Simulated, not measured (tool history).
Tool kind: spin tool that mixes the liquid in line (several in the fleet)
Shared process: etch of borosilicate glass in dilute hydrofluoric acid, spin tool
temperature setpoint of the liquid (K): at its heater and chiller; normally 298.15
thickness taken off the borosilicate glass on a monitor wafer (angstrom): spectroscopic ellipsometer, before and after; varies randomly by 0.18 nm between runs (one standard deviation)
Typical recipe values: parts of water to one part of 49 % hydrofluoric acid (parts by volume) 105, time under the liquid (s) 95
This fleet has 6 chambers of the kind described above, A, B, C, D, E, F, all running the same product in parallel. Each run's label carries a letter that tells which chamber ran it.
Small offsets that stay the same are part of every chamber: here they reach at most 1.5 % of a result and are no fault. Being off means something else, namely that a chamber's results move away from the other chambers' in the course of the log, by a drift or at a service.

| run | day | temperature setpoint of the liquid (K) | parts of water to one part of 49 % hydrofluoric acid (parts by volume) | time under the liquid (s) | read-back film thickness of the borosilicate glass reference wafer, read on the same gauge (nm) | thickness taken off the borosilicate glass on a monitor wafer (angstrom) |
|---|---|---|---|---|---|---|
| 1F | 0.262 | 298.15 | 105 | 95 | 119.98 | 308.71 |
| 2A | 0.621 | 298.15 | 105 | 95 | 120.04 | 314.48 |
| 3D | 0.942 | 298.15 | 105 | 95 | 120.01 | 315.64 |
| 4B | 1.254 | 298.15 | 105 | 95 | 120.01 | 313.64 |
| 5C | 1.529 | 298.15 | 105 | 95 | 119.97 | 316.71 |
| 6E | 1.821 | 298.15 | 105 | 95 | 119.99 | 313.21 |
| 7B | 2.15 | 298.15 | 70 | 95 | 120.03 | 489.18 |
| 8A | 2.479 | 298.15 | 70 | 95 | 120.02 | 490.8 |
| 9D | 2.671 | 298.15 | 70 | 95 | 120 | 491.65 |
| 10C | 2.988 | 298.15 | 70 | 95 | 120.03 | 492.97 |
| 11F | 3.192 | 298.15 | 70 | 95 | 120.03 | 485.5 |
| 12E | 3.421 | 298.15 | 70 | 95 | 120 | 494.78 |
| 13C | 3.783 | 298.15 | 105 | 95 | 120.01 | 317.52 |
| 14D | 4.154 | 298.15 | 105 | 95 | 119.97 | 318.15 |
| 15F | 4.367 | 298.15 | 105 | 95 | 119.95 | 308.46 |
| 16E | 4.708 | 298.15 | 105 | 95 | 120.02 | 312.33 |
| 17B | 4.967 | 298.15 | 75 | 145 | 119.99 | 688.73 |
| 18A | 5.271 | 298.15 | 75 | 145 | 119.99 | 694.43 |
| 19F | 5.479 | 298.15 | 75 | 145 | 119.98 | 668.09 |
| 20C | 5.7 | 298.15 | 75 | 145 | 119.98 | 704.76 |
| 21B | 5.942 | 298.15 | 75 | 145 | 120 | 698.44 |
| 22A | 6.158 | 298.15 | 75 | 145 | 119.99 | 698.36 |
| 23E | 6.454 | 298.15 | 105 | 95 | 119.98 | 312.83 |
| 24D | 6.779 | 298.15 | 125 | 95 | 120 | 261.32 |
| 25F | 7.071 | 298.15 | 125 | 95 | 119.97 | 245.43 |
| 26C | 7.288 | 298.15 | 125 | 95 | 120.01 | 258.1 |
| 27E | 7.625 | 298.15 | 125 | 95 | 120.01 | 254.52 |
| 28B | 7.796 | 298.15 | 125 | 95 | 119.99 | 257.46 |
| 29D | 8.025 | 298.15 | 125 | 95 | 119.99 | 257.1 |
| 30A | 8.317 | 298.15 | 105 | 95 | 120.02 | 310.96 |
| 31B | 8.596 | 298.15 | 105 | 95 | 120 | 315.04 |
| 32E | 8.904 | 298.15 | 105 | 95 | 120 | 311.49 |
| 33C | 9.108 | 298.15 | 105 | 95 | 120.01 | 313.36 |
| 34D | 9.342 | 298.15 | 105 | 95 | 119.99 | 314.83 |
| 35A | 9.525 | 298.15 | 105 | 95 | 120 | 318.94 |
| 36F | 9.867 | 298.15 | 105 | 95 | 119.98 | 293.97 |
| 37A | 10.029 | 298.15 | 105 | 95 | 119.98 | 312.26 |
| 38D | 10.35 | 298.15 | 105 | 140 | 119.98 | 459.57 |
| 39F | 10.6 | 298.15 | 105 | 140 | 120.02 | 423.4 |
| 40B | 10.954 | 298.15 | 105 | 140 | 120.01 | 464.15 |

Which is it: a chamber that has drifted or been left off by a service, a gauge drift common to all chambers, or only each chamber's usual small offset? If a chamber is off, name it and its likeliest cause.

One chamber, F, drifts off from the rest bit by bit.
What lies behind it: hydrofluoric acid flow below the setpoint (%) = 6.88.
It could be hard to tell apart here from: liquid colder than its thermometer reads (K).

Below are 4 candidate recipes for chamber F's next run, each the usual settings with a change, their results shown as question marks. Which of them brings F's results back in line with what the other chambers give on the usual settings?
Counts as in line when no further than this from what the other chambers average on the usual settings: thickness taken off the borosilicate glass on a monitor wafer (angstrom) 6.3
| 41F-1 | 11.221 | 298.15 | 100 | 105 |  | ? |
| 41F-2 | 11.221 | 298.15 | 110 | 85 |  | ? |
| 41F-3 | 11.221 | 298.15 | 105 | 105 |  | ? |
| 41F-4 | 11.221 | 295.65 | 105 | 95 |  | ? |

The other chambers' mean on the usual settings: thickness taken off the borosilicate glass on a monitor wafer (angstrom) 314.68
| run | thickness taken off the borosilicate glass on a monitor wafer (angstrom) |
|---|---|
| 41F-1 | 334.31 |
| 41F-2 | 242.93 |
| 41F-3 | 316.37 |
| 41F-4 | 259.86 |
41F-3 brings the chamber back in line.

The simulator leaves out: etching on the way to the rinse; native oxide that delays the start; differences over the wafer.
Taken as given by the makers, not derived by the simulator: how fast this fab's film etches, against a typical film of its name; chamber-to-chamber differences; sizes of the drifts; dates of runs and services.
